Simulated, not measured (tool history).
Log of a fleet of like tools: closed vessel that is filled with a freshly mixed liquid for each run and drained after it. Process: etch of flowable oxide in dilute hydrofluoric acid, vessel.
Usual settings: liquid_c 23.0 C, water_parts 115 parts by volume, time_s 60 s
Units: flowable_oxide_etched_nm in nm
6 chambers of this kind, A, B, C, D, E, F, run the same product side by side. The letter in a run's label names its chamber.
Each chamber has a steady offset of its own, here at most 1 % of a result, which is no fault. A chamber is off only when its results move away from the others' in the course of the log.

| run | hour | liquid_c | water_parts | time_s | hours since the thermometer was replaced | hours since the hydrofluoric acid flow meter was replaced | read-back film thickness of the flowable oxide reference wafer, read on the same gauge (nm) | flowable_oxide_etched_nm |
|---|---|---|---|---|---|---|---|---|
| 1B | 12.6 | 23.0 | 115 | 60 | 656.4 | 1237.2 | 149.98 | 30.621 |
| 2A | 24.7 | 23.0 | 115 | 60 | 1428.9 | 661.4 | 149.98 | 30.942 |
| 3C | 36.6 | 23.0 | 115 | 60 | 554.2 | 458.8 | 149.99 | 30.766 |
| 4F | 45.1 | 23.0 | 115 | 60 | 357.4 | 215.6 | 149.99 | 30.450 |
| 5D | 51.5 | 21.0 | 95 | 60 | 510.2 | 801.4 | 149.97 | 35.301 |
| 6E | 62.1 | 21.0 | 95 | 60 | 761.9 | 2100.3 | 150.00 | 34.902 |
| 7F | 74.6 | 21.0 | 95 | 60 | 386.9 | 245.1 | 150.01 | 34.571 |
| 8C | 86.8 | 21.0 | 95 | 60 | 604.4 | 509.0 | 149.98 | 35.301 |
| 9B | 100.8 | 21.0 | 95 | 60 | 744.6 | 1325.4 | 149.99 | 35.566 |
| 10A | 110.3 | 21.0 | 95 | 60 | 1514.5 | 747.0 | 150.01 | 35.216 |
| 11E | 117.7 | 25.5 | 115 | 60 | 817.5 | 2155.9 | 150.02 | 34.266 |
| 12D | 132.2 | 25.5 | 115 | 60 | 590.9 | 882.1 | 150.01 | 34.363 |
| 13B | 140.5 | 25.5 | 115 | 60 | 784.3 | 1365.1 | 150.01 | 33.997 |
| 14F | 148.3 | 25.5 | 115 | 60 | 460.6 | 318.8 | 149.99 | 34.051 |
| 15A | 159.2 | 25.5 | 115 | 60 | 1563.4 | 795.9 | 150.01 | 33.834 |
| 16E | 171.9 | 25.5 | 115 | 60 | 871.7 | 2210.1 | 150.01 | 34.238 |
| 17C | 178.5 | 23.0 | 115 | 60 | 696.1 | 600.7 | 149.99 | 30.714 |
|  | 179.3 | chamber A: hydrofluoric acid flow meter replaced |
| 18D | 192.0 | 23.0 | 115 | 60 | 650.7 | 941.9 | 149.99 | 30.783 |
| 19C | 204.1 | 23.0 | 115 | 60 | 721.7 | 626.3 | 150.01 | 30.761 |
| 20F | 213.9 | 23.0 | 115 | 60 | 526.2 | 384.4 | 150.01 | 30.466 |
| 21A | 222.3 | 23.0 | 115 | 60 | 1626.5 | 43.0 | 149.99 | 31.172 |
| 22D | 232.0 | 18.0 | 90 | 60 | 690.7 | 981.9 | 150.01 | 32.958 |
| 23E | 245.9 | 18.0 | 90 | 60 | 945.7 | 2284.1 | 149.99 | 33.774 |
| 24B | 252.9 | 18.0 | 90 | 60 | 896.7 | 1477.5 | 149.99 | 32.827 |
|  | 260.0 | chamber F: hydrofluoric acid flow meter replaced |
| 25E | 267.1 | 18.0 | 90 | 60 | 966.9 | 2305.3 | 149.97 | 33.942 |
| 26A | 278.2 | 18.0 | 90 | 60 | 1682.4 | 98.9 | 149.99 | 33.075 |
| 27C | 292.4 | 18.0 | 90 | 60 | 810.0 | 714.6 | 149.98 | 33.076 |
| 28D | 299.1 | 23.0 | 115 | 60 | 757.8 | 1049.0 | 150.00 | 31.000 |
| 29B | 308.3 | 23.0 | 115 | 60 | 952.1 | 1532.9 | 150.01 | 31.150 |
| 30F | 322.0 | 23.0 | 115 | 60 | 634.3 | 62.1 | 149.99 | 30.513 |
| 31A | 330.0 | 23.0 | 115 | 60 | 1734.2 | 150.7 | 149.99 | 30.826 |
| 32C | 338.9 | 23.0 | 115 | 60 | 856.5 | 761.1 | 150.01 | 30.750 |
| 33F | 350.8 | 23.0 | 70 | 40 | 663.1 | 90.9 | 150.00 | 34.951 |
| 34E | 363.5 | 23.0 | 70 | 40 | 1063.3 | 2401.7 | 149.99 | 36.441 |
| 35D | 375.2 | 23.0 | 70 | 40 | 833.9 | 1125.1 | 150.00 | 35.955 |
| 36B | 385.9 | 23.0 | 70 | 40 | 1029.7 | 1610.5 | 149.99 | 36.266 |
| 37C | 396.9 | 23.0 | 70 | 40 | 914.5 | 819.1 | 149.99 | 35.804 |
| 38D | 408.0 | 23.0 | 70 | 40 | 866.7 | 1157.9 | 150.00 | 35.968 |
| 39B | 418.9 | 23.0 | 115 | 60 | 1062.7 | 1643.5 | 150.01 | 30.906 |
| 40E | 430.3 | 25.0 | 115 | 80 | 1130.1 | 2468.5 | 150.02 | 46.084 |
| 41A | 442.6 | 25.0 | 115 | 80 | 1846.8 | 263.3 | 149.99 | 44.286 |
| 42F | 455.9 | 25.0 | 115 | 80 | 768.2 | 196.0 | 150.00 | 43.578 |
| 43A | 464.5 | 25.0 | 115 | 80 | 1868.7 | 285.2 | 149.99 | 44.677 |
| 44F | 478.0 | 25.0 | 115 | 80 | 790.3 | 218.1 | 150.00 | 43.690 |

Next, every chamber runs the same settings. What will each give?
| 45A | 488.4 | 23.0 | 115 | 45 |  |  |  | ? |
| 45B | 488.4 | 23.0 | 115 | 45 |  |  |  | ? |
| 45C | 488.4 | 23.0 | 115 | 45 |  |  |  | ? |
| 45D | 488.4 | 23.0 | 115 | 45 |  |  |  | ? |
| 45E | 488.4 | 23.0 | 115 | 45 |  |  |  | ? |
| 45F | 488.4 | 23.0 | 115 | 45 |  |  |  | ? |

| run | flowable_oxide_etched_nm |
|---|---|
| 45A | 23.046 |
| 45B | 23.427 |
| 45C | 23.026 |
| 45D | 23.201 |
| 45E | 23.996 |
| 45F | 23.072 |
